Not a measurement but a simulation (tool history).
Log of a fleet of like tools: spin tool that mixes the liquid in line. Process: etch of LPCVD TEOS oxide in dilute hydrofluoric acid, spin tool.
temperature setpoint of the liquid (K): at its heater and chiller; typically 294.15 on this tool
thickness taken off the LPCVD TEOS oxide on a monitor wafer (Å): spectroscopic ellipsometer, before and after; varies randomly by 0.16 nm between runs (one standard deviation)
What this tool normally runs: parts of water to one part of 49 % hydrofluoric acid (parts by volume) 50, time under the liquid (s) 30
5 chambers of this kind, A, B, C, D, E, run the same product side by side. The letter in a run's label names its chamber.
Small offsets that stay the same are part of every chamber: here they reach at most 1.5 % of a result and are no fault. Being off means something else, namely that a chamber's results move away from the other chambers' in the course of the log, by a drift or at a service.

run   hour  temperature setpoint of the liquid (K)  parts of water to one part of 49 % hydrofluoric acid (parts by volume)  time under the liquid (s)  hours since the thermometer was replaced  hours since the hydrofluoric acid flow meter was replaced  read-back film thickness of the LPCVD TEOS oxide reference wafer, read on the same gauge (nm)  thickness taken off the LPCVD TEOS oxide on a monitor wafer (Å)
 1A    4.8                                  294.15                                                                      50                         30                                     429.2                                                      484.9                                                                                         30.005                                                              312
 2C   10.1                                  294.15                                                                      50                         30                                     471.4                                                     1567.1                                                                                         30.011                                                           315.42
 3E   16.3                                  294.15                                                                      50                         30                                     500.7                                                      393.1                                                                                         30.023                                                           320.34
 4D     22                                  294.15                                                                      50                         30                                    1588.2                                                      131.9                                                                                         29.999                                                           312.72
 5B   28.2                                  294.15                                                                      50                         30                                     795.7                                                      400.6                                                                                             30                                                           319.45
 6D   32.6                                  294.15                                                                      50                         30                                    1598.8                                                      142.5                                                                                         29.999                                                           313.91
 7E   35.7                                  298.15                                                                      25                         30                                     520.1                                                      412.5                                                                                         30.008                                                           776.79
 8B   40.2                                  298.15                                                                      25                         30                                     807.7                                                      412.6                                                                                         30.029                                                           761.82
 9A   46.7                                  298.15                                                                      25                         30                                     471.1                                                      526.8                                                                                          29.99                                                           778.61
10C   50.2                                  298.15                                                                      25                         30                                     511.5                                                     1607.2                                                                                         29.986                                                           776.25
11B     54                                  298.15                                                                      25                         30                                     821.5                                                      426.4                                                                                         29.997                                                           763.01
12C   57.7                                  294.15                                                                      50                         30                                       519                                                     1614.7                                                                                         30.027                                                           316.37
13D   63.9                                  294.15                                                                      50                         30                                    1630.1                                                      173.8                                                                                          29.99                                                           314.13
14E   70.4                                  294.15                                                                      50                         30                                     554.8                                                      447.2                                                                                         30.007                                                           320.22
15A   73.5                                  294.15                                                                      50                         30                                     497.9                                                      553.6                                                                                         29.989                                                           312.23
16E   79.8                                  298.15                                                                      70                         30                                     564.2                                                      456.6                                                                                         29.986                                                           261.44
17C   86.6                                  298.15                                                                      70                         30                                     547.9                                                     1643.6                                                                                         29.978                                                           255.21
18A   91.1                                  298.15                                                                      70                         30                                     515.5                                                      571.2                                                                                         30.016                                                           257.07
19B   96.2                                  298.15                                                                      70                         30                                     863.7                                                      468.6                                                                                         30.019                                                           261.65
20D  100.4                                  298.15                                                                      70                         30                                    1666.6                                                      210.3                                                                                         29.988                                                           257.07
21A    105                                  294.15                                                                      50                         30                                     529.4                                                      585.1                                                                                         30.002                                                           309.39
22C  109.3                                  294.15                                                                      50                         30                                     570.6                                                     1666.3                                                                                         30.005                                                           312.85
23D  112.7                                  294.15                                                                      50                         30                                    1678.9                                                      222.6                                                                                         30.023                                                           313.25
24E  116.9                                  294.15                                                                      50                         30                                     601.3                                                      493.7                                                                                         29.993                                                           321.35
25B  120.3                                  294.15                                                                      50                         30                                     887.8                                                      492.7                                                                                         29.994                                                           316.05
26A  123.3                                  294.15                                                                      50                         30                                     547.7                                                      603.4                                                                                         30.009                                                           305.72
27B  129.9                                  294.15                                                                      50                         30                                     897.4                                                      502.3                                                                                         30.015                                                            315.2
28D  133.4                                  294.15                                                                      50                         30                                    1699.6                                                      243.3                                                                                         30.013                                                           317.39
29C  138.5                                  294.15                                                                      50                         30                                     599.8                                                     1695.5                                                                                             30                                                            314.9
30E    143                                  298.15                                                                      50                         40                                     627.4                                                      519.8                                                                                         29.993                                                           501.58
31B  147.1                                  298.15                                                                      50                         40                                     914.6                                                      519.5                                                                                         29.966                                                           500.07
32A    151                                  298.15                                                                      50                         40                                     575.4                                                      631.1                                                                                         30.032                                                            486.7
33E  155.6                                  298.15                                                                      50                         40                                       640                                                      532.4                                                                                         30.001                                                            503.3
34D  159.1                                  298.15                                                                      50                         40                                    1725.3                                                        269                                                                                          29.99                                                           494.88
35C  162.7                                  294.15                                                                      50                         30                                       624                                                     1719.7                                                                                         29.983                                                           312.16
36A  165.7                                  294.15                                                                      50                         30                                     590.1                                                      645.8                                                                                         29.994                                                           305.37
37B  169.7                                  294.15                                                                      50                         30                                     937.2                                                      542.1                                                                                         30.014                                                           317.25
38C  175.7                                  294.15                                                                      50                         30                                       637                                                     1732.7                                                                                         30.017                                                           314.98
39D  181.1                                  294.15                                                                      45                         15                                    1747.3                                                        291                                                                                         30.007                                                            175.4
40E  186.7                                  294.15                                                                      45                         15                                     671.1                                                      563.5                                                                                         30.009                                                            178.9

Next, all 5 chambers run the settings below, one line each with question marks for the results. What does each chamber give?
41A  191.6                                  294.15                                                                      50                         20                                                                                                                                                                                                                                                                    ?
41B  191.6                                  294.15                                                                      50                         20                                                                                                                                                                                                                                                                    ?
41C  191.6                                  294.15                                                                      50                         20                                                                                                                                                                                                                                                                    ?
41D  191.6                                  294.15                                                                      50                         20                                                                                                                                                                                                                                                                    ?
41E  191.6                                  294.15                                                                      50                         20                                                                                                                                                                                                                                                                    ?

run  thickness taken off the LPCVD TEOS oxide on a monitor wafer (Å)
41A                                                           202.19
41B                                                           211.91
41C                                                           209.94
41D                                                           209.12
41E                                                           214.04

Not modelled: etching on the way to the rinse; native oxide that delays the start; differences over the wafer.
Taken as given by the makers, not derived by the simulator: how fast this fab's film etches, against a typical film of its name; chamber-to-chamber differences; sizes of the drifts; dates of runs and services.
